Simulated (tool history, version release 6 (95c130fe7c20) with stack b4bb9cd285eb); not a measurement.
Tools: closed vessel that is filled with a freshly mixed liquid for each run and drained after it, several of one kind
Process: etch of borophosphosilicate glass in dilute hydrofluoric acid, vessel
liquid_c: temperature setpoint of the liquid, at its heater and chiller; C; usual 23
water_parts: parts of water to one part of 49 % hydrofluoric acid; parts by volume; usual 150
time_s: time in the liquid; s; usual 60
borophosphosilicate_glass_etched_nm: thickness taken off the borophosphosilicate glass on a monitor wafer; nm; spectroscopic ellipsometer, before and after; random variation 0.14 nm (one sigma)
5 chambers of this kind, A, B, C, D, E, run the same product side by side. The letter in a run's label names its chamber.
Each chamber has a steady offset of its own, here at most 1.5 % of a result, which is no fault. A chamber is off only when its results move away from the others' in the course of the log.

| run | hour | liquid_c | water_parts | time_s | hours since the thermometer was replaced | hours since the hydrofluoric acid flow meter was replaced | read-back film thickness of the borophosphosilicate glass reference wafer, read on the same gauge (nm) | borophosphosilicate_glass_etched_nm |
|---|---|---|---|---|---|---|---|---|
| 1A | 4.4 | 23 | 150 | 60 | 1188.6 | 608.3 | 120.02 | 15.502 |
|  | 6.1 | chamber A: thermometer replaced |
| 2C | 8.8 | 23 | 150 | 60 | 460.5 | 489.7 | 120.00 | 15.492 |
| 3B | 14.9 | 23 | 150 | 60 | 1014.1 | 956.0 | 120.02 | 15.449 |
| 4D | 20.3 | 23 | 150 | 60 | 649.5 | 672.0 | 119.99 | 15.606 |
| 5E | 27.2 | 23 | 150 | 60 | 780.4 | 1094.8 | 120.00 | 15.644 |
| 6D | 33.5 | 23 | 150 | 60 | 662.7 | 685.2 | 120.01 | 15.611 |
| 7C | 39.2 | 19 | 150 | 75 | 490.9 | 520.1 | 120.01 | 16.222 |
| 8B | 42.4 | 19 | 150 | 75 | 1041.6 | 983.5 | 120.01 | 16.583 |
| 9E | 48.0 | 19 | 150 | 75 | 801.2 | 1115.6 | 120.00 | 16.772 |
| 10A | 54.2 | 19 | 150 | 75 | 48.2 | 658.1 | 120.00 | 16.710 |
| 11D | 61.3 | 19 | 150 | 75 | 690.5 | 713.0 | 119.99 | 16.570 |
| 12B | 65.2 | 23 | 90 | 30 | 1064.4 | 1006.3 | 120.00 | 13.674 |
| 13A | 68.4 | 23 | 90 | 30 | 62.4 | 672.3 | 120.00 | 13.916 |
| 14E | 75.8 | 23 | 90 | 30 | 829.0 | 1143.4 | 120.01 | 13.979 |
| 15C | 80.4 | 23 | 90 | 30 | 532.1 | 561.3 | 120.00 | 13.744 |
| 16E | 87.1 | 23 | 90 | 30 | 840.3 | 1154.7 | 120.00 | 13.767 |
| 17B | 93.0 | 23 | 150 | 60 | 1092.2 | 1034.1 | 120.00 | 14.978 |
| 18A | 100.2 | 23 | 150 | 60 | 94.2 | 704.1 | 120.00 | 15.812 |
| 19C | 105.1 | 20 | 150 | 60 | 556.8 | 586.0 | 120.00 | 13.885 |
|  | 105.2 | chamber C: thermometer replaced |
| 20D | 109.7 | 20 | 150 | 60 | 738.9 | 761.4 | 120.01 | 13.954 |
|  | 113.5 | chamber D: hydrofluoric acid flow meter replaced |
| 21A | 116.3 | 20 | 150 | 60 | 110.3 | 720.2 | 120.00 | 14.066 |
| 22B | 119.5 | 20 | 150 | 60 | 1118.7 | 1060.6 | 119.99 | 13.003 |
| 23E | 123.0 | 20 | 150 | 60 | 876.2 | 1190.6 | 119.99 | 13.926 |
| 24C | 129.1 | 23 | 150 | 60 | 23.9 | 610.0 | 120.02 | 15.583 |
| 25D | 134.2 | 23 | 150 | 60 | 763.4 | 20.8 | 119.99 | 15.980 |
| 26E | 138.6 | 23 | 150 | 60 | 891.8 | 1206.2 | 120.00 | 15.585 |
| 27C | 144.4 | 23 | 150 | 60 | 39.2 | 625.3 | 119.99 | 15.366 |
| 28D | 150.1 | 23 | 150 | 95 | 779.3 | 36.7 | 119.98 | 24.916 |
| 29A | 156.0 | 23 | 150 | 95 | 150.0 | 759.9 | 120.02 | 24.514 |
| 30B | 162.1 | 23 | 150 | 95 | 1161.3 | 1103.2 | 120.01 | 22.642 |
| 31A | 167.3 | 23 | 150 | 95 | 161.3 | 771.2 | 120.02 | 24.697 |
| 32B | 172.8 | 23 | 150 | 95 | 1172.0 | 1113.9 | 120.00 | 22.385 |
| 33C | 177.2 | 23 | 150 | 60 | 72.0 | 658.1 | 120.01 | 15.504 |
| 34E | 184.1 | 23 | 150 | 60 | 937.3 | 1251.7 | 120.01 | 15.296 |
| 35D | 190.4 | 23 | 150 | 60 | 819.6 | 77.0 | 120.00 | 15.502 |

All 5 chambers run these settings next. Forecast each chamber's results:
| 36A | 195.7 | 23 | 150 | 90 |  |  |  | ? |
| 36B | 195.7 | 23 | 150 | 90 |  |  |  | ? |
| 36C | 195.7 | 23 | 150 | 90 |  |  |  | ? |
| 36D | 195.7 | 23 | 150 | 90 |  |  |  | ? |
| 36E | 195.7 | 23 | 150 | 90 |  |  |  | ? |

| run | borophosphosilicate_glass_etched_nm |
|---|---|
| 36A | 23.627 |
| 36B | 20.605 |
| 36C | 23.334 |
| 36D | 23.434 |
| 36E | 23.224 |
